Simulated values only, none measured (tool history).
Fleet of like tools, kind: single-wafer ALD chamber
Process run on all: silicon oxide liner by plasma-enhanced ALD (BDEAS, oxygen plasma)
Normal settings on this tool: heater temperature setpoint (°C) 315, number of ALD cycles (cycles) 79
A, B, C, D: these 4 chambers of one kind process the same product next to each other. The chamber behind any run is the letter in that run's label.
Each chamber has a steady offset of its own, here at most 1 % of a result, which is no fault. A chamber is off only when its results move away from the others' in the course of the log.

run,hour,heater temperature setpoint (°C),number of ALD cycles (cycles),"read-back reference wafer on the same gauge, thickness_nm",mean film thickness on the monitor wafer (angstrom)
1A,9,315,79,5.9497,72.468
2B,18,315,79,5.9534,71.611
3C,23.8,315,79,5.9541,72.64
4D,32.4,315,79,5.9545,72.123
5A,38.7,304,68,5.957,63.279
6D,48.6,304,68,5.9563,63.071
7C,58.2,304,68,5.9604,63.645
8B,67.1,304,68,5.9591,62.518
9B,72.1,315,79,5.9613,71.748
10A,78.6,315,64,5.9611,58.696
11D,84.1,315,64,5.9621,58.515
12C,94.4,315,64,5.9647,59.114
13B,98.9,315,64,5.9643,58.083
14A,105.4,315,79,5.9668,72.817
15C,112,315,79,5.9669,72.645
16D,118.2,315,79,5.9669,72.235
17A,128.6,315,79,5.9695,72.773
18D,138.7,315,79,5.9716,72.107
19C,147,315,79,5.9724,72.904
20B,151.5,315,79,5.9733,71.809
21D,159.5,315,79,5.9773,72.426
22B,169.1,315,79,5.9767,71.86
23C,175.5,315,79,5.9774,73.008
24A,183.2,315,79,5.9779,72.877
25B,190.7,315,79,5.9804,71.906
26D,197.1,315,79,5.982,72.423
27A,205.1,315,79,5.982,72.728
28C,211.4,322,79,5.9838,72.474

Predict what each chamber gives when all 4 of them run the settings below next.
29A,218.8,315,66,,?
29B,218.8,315,66,,?
29C,218.8,315,66,,?
29D,218.8,315,66,,?

run,mean film thickness on the monitor wafer (angstrom)
29A,60.732
29B,60.001
29C,60.919
29D,60.554
